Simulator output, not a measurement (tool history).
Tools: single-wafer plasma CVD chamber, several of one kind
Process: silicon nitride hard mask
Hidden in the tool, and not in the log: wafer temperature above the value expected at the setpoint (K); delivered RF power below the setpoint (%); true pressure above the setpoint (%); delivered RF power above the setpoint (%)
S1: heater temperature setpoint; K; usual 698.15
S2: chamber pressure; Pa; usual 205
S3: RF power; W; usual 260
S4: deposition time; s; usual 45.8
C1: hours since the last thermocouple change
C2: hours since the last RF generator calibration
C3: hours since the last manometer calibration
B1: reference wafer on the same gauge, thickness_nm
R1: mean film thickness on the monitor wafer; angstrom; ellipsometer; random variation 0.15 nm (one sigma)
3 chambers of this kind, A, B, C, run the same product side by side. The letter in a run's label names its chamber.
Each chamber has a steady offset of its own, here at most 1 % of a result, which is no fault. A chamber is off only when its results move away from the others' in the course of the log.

run	hour	S1	S2	S3	S4	C1	C2	C3	B1	R1
1A	6.8	698.15	205	260	45.8	619.5	804.4	1514.1	39.674	467.7
2C	14	698.15	205	260	45.8	309.1	722.6	831.6	39.72	466.29
3B	21.6	698.15	205	260	45.8	2438.1	1478.9	522.6	39.685	471.34
4B	29.3	698.15	205	260	45.8	2445.8	1486.6	530.3	39.715	471.42
5C	34.8	698.15	205	260	45.8	329.9	743.4	852.4	39.718	462.81
6A	39.8	698.15	205	260	45.8	652.5	837.4	1547.1	39.724	469.05
7A	46.8	698.15	205	260	40.3	659.5	844.4	1554.1	39.725	411.88
8C	53.5	698.15	205	260	40.3	348.6	762.1	871.1	39.707	411
9B	58.4	698.15	205	260	40.3	2474.9	1515.7	559.4	39.695	413.82
# hour 59.5: chamber B: thermocouple changed; heater temperature recalibrated
10C	63.6	698.15	205	260	45.8	358.7	772.2	881.2	39.709	464.43
11B	71.7	698.15	205	260	45.8	12.2	1529	572.7	39.724	472.16
12A	78.5	698.15	205	260	45.8	691.2	876.1	1585.8	39.683	465.06
13B	85.6	698.15	205	260	45.8	26.1	1542.9	586.6	39.704	469.99
14A	92.4	698.15	205	260	45.8	705.1	890	1599.7	39.716	461.75
15C	98.8	698.15	205	260	45.8	393.9	807.4	916.4	39.699	465.44
16C	103.6	698.15	205	260	45.8	398.7	812.2	921.2	39.725	466.81
17A	111.1	698.15	205	260	45.8	723.8	908.7	1618.4	39.709	459.32
18B	119.8	698.15	205	260	45.8	60.3	1577.1	620.8	39.697	471.04
19A	126.2	698.15	205	260	45.8	738.9	923.8	1633.5	39.716	455.55
20C	132.3	698.15	205	260	45.8	427.4	840.9	949.9	39.71	464.51
21B	141	698.15	205	260	45.8	81.5	1598.3	642	39.729	472.09
22A	149.2	698.15	205	260	40.4	761.9	946.8	1656.5	39.678	399.91
23C	154.9	698.15	205	260	40.4	450	863.5	972.5	39.686	410.08
24B	159.6	698.15	205	260	40.4	100.1	1616.9	660.6	39.697	413.67
25A	167.7	698.15	205	260	45.8	780.4	965.3	1675	39.707	449.93

Is one chamber off against the others, does the gauge drift, or is nothing wrong? If a chamber is off, say which, and what the likeliest cause is.

Chamber A drifts away from the others.
Cause: delivered RF power below the setpoint (%) = 6.15.

Here are 4 candidates for chamber A's next run, each the usual settings with a change, their results left as question marks. Which one brings its results back in line with what the others give on the usual settings?
In line means no further than this from the other chambers' mean on the usual settings: R1 5.1 angstrom
26A-1	174.7	698.15	203	255	44.6					?
26A-2	174.7	698.15	156	260	45.8					?
26A-3	174.7	698.15	205	270	48.3					?
26A-4	174.7	698.15	205	275	45.8					?

The other chambers' mean on the usual settings: R1 467.95 angstrom
run	R1
26A-1	428.84
26A-2	410.89
26A-3	485.45
26A-4	466.4
26A-4 brings the chamber back in line.
